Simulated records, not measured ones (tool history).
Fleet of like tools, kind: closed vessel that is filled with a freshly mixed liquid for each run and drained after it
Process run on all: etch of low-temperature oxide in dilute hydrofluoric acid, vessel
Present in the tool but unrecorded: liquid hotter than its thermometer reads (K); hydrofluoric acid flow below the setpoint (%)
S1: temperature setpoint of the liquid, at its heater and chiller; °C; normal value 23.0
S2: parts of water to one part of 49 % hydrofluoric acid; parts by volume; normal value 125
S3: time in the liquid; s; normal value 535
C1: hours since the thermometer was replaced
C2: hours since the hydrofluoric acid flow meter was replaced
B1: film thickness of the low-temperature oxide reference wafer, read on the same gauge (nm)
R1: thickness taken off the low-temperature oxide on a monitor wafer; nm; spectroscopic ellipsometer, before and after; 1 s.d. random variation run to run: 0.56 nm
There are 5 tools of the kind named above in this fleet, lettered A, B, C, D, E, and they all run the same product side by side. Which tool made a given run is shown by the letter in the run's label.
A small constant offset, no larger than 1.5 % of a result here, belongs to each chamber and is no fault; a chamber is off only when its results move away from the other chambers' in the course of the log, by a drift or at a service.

run	hour	S1	S2	S3	C1	C2	B1	R1
1E	3.3	23.0	125	535	1359.2	340.6	90.021	60.519
2C	7.1	23.0	125	535	1534.5	678.7	90.019	59.264
3D	11.6	23.0	125	535	1017.1	276.0	90.024	58.854
4B	16.4	23.0	125	535	511.9	864.4	89.996	59.727
5A	19.1	23.0	125	535	1027.2	657.5	90.023	58.766
6C	23.2	23.0	125	765	1550.6	694.8	89.978	85.588
7A	27.0	23.0	125	765	1035.1	665.4	89.984	85.872
8B	30.8	23.0	125	765	526.3	878.8	89.999	82.650
9E	34.7	23.0	125	765	1390.6	372.0	89.955	86.143
10D	37.5	23.0	125	765	1043.0	301.9	90.059	84.907
11B	40.9	23.0	125	535	536.4	888.9	90.029	57.715
12A	45.1	23.0	100	535	1053.2	683.5	90.001	75.614
13C	50.5	23.0	100	535	1577.9	722.1	90.033	75.364
14E	55.4	23.0	100	535	1411.3	392.7	89.979	76.760
15D	60.5	23.0	100	535	1066.0	324.9	89.992	76.732
16C	65.3	23.0	100	535	1592.7	736.9	89.988	75.717
17B	68.8	25.5	125	535	564.3	916.8	90.037	62.033
18A	74.3	25.5	125	535	1082.4	712.7	90.038	64.681
19E	79.3	25.5	125	535	1435.2	416.6	89.989	66.135
20D	84.0	25.5	125	535	1089.5	348.4	89.995	64.900
21B	88.0	25.5	125	535	583.5	936.0	89.976	62.496
22A	90.7	23.0	125	535	1098.8	729.1	90.013	58.961
23C	93.5	23.0	125	535	1620.9	765.1	90.006	58.478
24D	99.2	23.0	125	535	1104.7	363.6	89.981	58.916
25E	103.3	23.0	125	535	1459.2	440.6	90.009	60.187
26E	106.6	23.0	125	535	1462.5	443.9	90.003	60.081
27D	110.0	23.0	125	535	1115.5	374.4	89.983	59.618
# hour 113.1: chamber C: hydrofluoric acid flow meter replaced
28C	114.0	23.0	125	535	1641.4	1.0	89.971	59.373
29A	119.5	23.0	125	535	1127.6	757.9	89.992	59.598
30B	122.2	23.0	125	535	617.7	970.2	90.021	53.980
31B	127.7	23.0	125	535	623.2	975.7	89.992	54.897
32E	131.3	23.0	125	535	1487.2	468.6	90.013	61.434
33D	136.3	23.0	125	535	1141.8	400.7	89.992	59.031
34A	140.0	23.0	125	535	1148.1	778.4	90.012	59.080
35C	142.8	23.0	125	805	1670.2	29.8	90.013	88.532
36A	146.9	23.0	125	805	1155.0	785.3	89.977	88.757
37C	149.9	23.0	125	805	1677.3	36.9	89.994	88.843
38E	154.8	23.0	125	805	1510.7	492.1	89.970	90.422
39B	157.4	23.0	125	805	652.9	1005.4	89.965	79.568
40D	160.6	23.0	125	535	1166.1	425.0	89.985	58.799
41B	163.7	23.0	125	535	659.2	1011.7	90.022	53.711
42E	167.3	23.0	165	535	1523.2	504.6	90.017	43.735

For the next run the whole fleet of 5 chambers uses the same settings. Give each chamber's results:
43A	171.6	23.0	100	535				?
43B	171.6	23.0	100	535				?
43C	171.6	23.0	100	535				?
43D	171.6	23.0	100	535				?
43E	171.6	23.0	100	535				?

run	R1
43A	76.297
43B	67.635
43C	76.787
43D	75.859
43E	78.130

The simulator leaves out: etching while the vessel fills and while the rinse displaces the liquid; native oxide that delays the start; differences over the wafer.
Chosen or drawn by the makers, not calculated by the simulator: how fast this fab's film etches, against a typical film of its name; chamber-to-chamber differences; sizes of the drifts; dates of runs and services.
